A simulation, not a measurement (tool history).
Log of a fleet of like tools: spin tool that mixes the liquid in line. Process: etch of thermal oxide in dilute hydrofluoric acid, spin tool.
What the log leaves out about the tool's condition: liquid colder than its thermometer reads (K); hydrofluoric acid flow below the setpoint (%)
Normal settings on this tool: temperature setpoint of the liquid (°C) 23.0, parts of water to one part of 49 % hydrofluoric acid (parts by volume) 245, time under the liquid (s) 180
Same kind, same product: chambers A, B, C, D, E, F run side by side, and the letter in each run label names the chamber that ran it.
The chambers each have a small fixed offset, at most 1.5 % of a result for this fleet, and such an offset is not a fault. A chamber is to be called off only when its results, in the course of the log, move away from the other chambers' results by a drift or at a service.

run	hour	temperature setpoint of the liquid (°C)	parts of water to one part of 49 % hydrofluoric acid (parts by volume)	time under the liquid (s)	hours since the thermometer was replaced	hours since the hydrofluoric acid flow meter was replaced	read-back film thickness of the thermal oxide reference wafer, read on the same gauge (nm)	thickness taken off the thermal oxide on a monitor wafer (Å)
1B	9.5	23.0	245	180	1467.8	1051.1	60.018	28.127
2A	16.8	23.0	245	180	1546.9	278.8	60.036	27.280
3D	24.7	23.0	245	180	1199.6	1889.4	60.043	27.121
4F	34.4	23.0	245	180	1601.3	406.8	60.029	27.930
5C	42.1	23.0	245	180	428.3	367.0	60.031	27.566
6E	49.3	23.0	245	180	2531.7	1246.0	59.989	27.699
7F	54.5	23.0	245	180	1621.4	426.9	59.999	27.269
8A	64.4	23.0	245	180	1594.5	326.4	60.000	27.749
9E	71.6	23.0	245	180	2554.0	1268.3	60.063	27.731
# hour 73.6: chamber D: thermometer replaced
# hour 77.6: chamber F: thermometer replaced
10C	78.1	23.0	205	180	464.3	403.0	59.992	34.379
11D	83.3	23.0	205	180	9.8	1948.0	59.998	33.654
# hour 83.8: chamber E: hydrofluoric acid flow meter replaced
12B	89.8	23.0	205	180	1548.1	1131.4	60.024	34.177
13A	98.4	23.0	205	180	1628.5	360.4	60.002	34.232
14B	107.9	23.0	205	180	1566.2	1149.5	59.964	33.719
15C	117.5	23.0	205	180	503.7	442.4	59.990	34.689
16D	125.3	23.0	245	180	51.8	1990.0	59.991	27.180
17F	130.7	23.0	245	110	53.1	503.1	60.013	16.535
18E	139.7	23.0	245	110	2622.1	55.9	60.041	16.852
19E	147.6	23.0	245	110	2630.0	63.8	59.993	17.074
20B	156.1	23.0	245	110	1614.4	1197.7	59.961	17.033
21A	162.8	23.0	245	110	1692.9	424.8	59.986	16.878
22F	171.3	23.0	245	110	93.7	543.7	59.965	16.387
23C	179.6	24.5	210	180	565.8	504.5	60.015	35.335
24D	185.3	24.5	210	180	111.8	2050.0	59.988	35.222
25D	191.9	24.5	210	180	118.4	2056.6	60.019	35.192
26F	196.8	24.5	210	180	119.2	569.2	60.034	35.120
27C	202.5	24.5	210	180	588.7	527.4	60.020	35.408
28E	209.1	24.5	210	180	2691.5	125.3	59.981	35.351
29B	217.4	23.0	245	180	1675.7	1259.0	59.974	27.929
30A	221.9	23.0	245	180	1752.0	483.9	60.003	27.495
31B	231.2	23.0	245	180	1689.5	1272.8	60.047	27.523
32F	237.7	23.0	245	180	160.1	610.1	59.953	27.335
33C	243.2	23.0	245	180	629.4	568.1	59.988	27.399
34D	251.4	23.0	245	180	177.9	2116.1	59.993	27.716
# hour 256.1: chamber A: thermometer replaced
35E	256.7	23.0	245	180	2739.1	172.9	60.007	28.407
36A	261.6	23.0	245	180	5.5	523.6	59.998	27.525
37C	270.4	23.0	245	180	656.6	595.3	60.005	27.360
38A	278.0	23.0	245	180	21.9	540.0	59.995	27.505
39D	282.7	23.0	245	180	209.2	2147.4	59.951	27.568
40E	289.2	23.0	245	180	2771.6	205.4	59.986	27.736
41B	298.2	25.5	245	130	1756.5	1339.8	60.046	21.701
42F	306.9	25.5	245	130	229.3	679.3	59.977	21.649
43B	314.9	25.5	245	130	1773.2	1356.5	59.974	21.911

All 6 chambers run these settings next. Forecast each chamber's results:
44A	322.1	23.0	245	255				?
44B	322.1	23.0	245	255				?
44C	322.1	23.0	245	255				?
44D	322.1	23.0	245	255				?
44E	322.1	23.0	245	255				?
44F	322.1	23.0	245	255				?

run	thickness taken off the thermal oxide on a monitor wafer (Å)
44A	39.507
44B	38.893
44C	38.988
44D	38.751
44E	39.575
44F	38.649
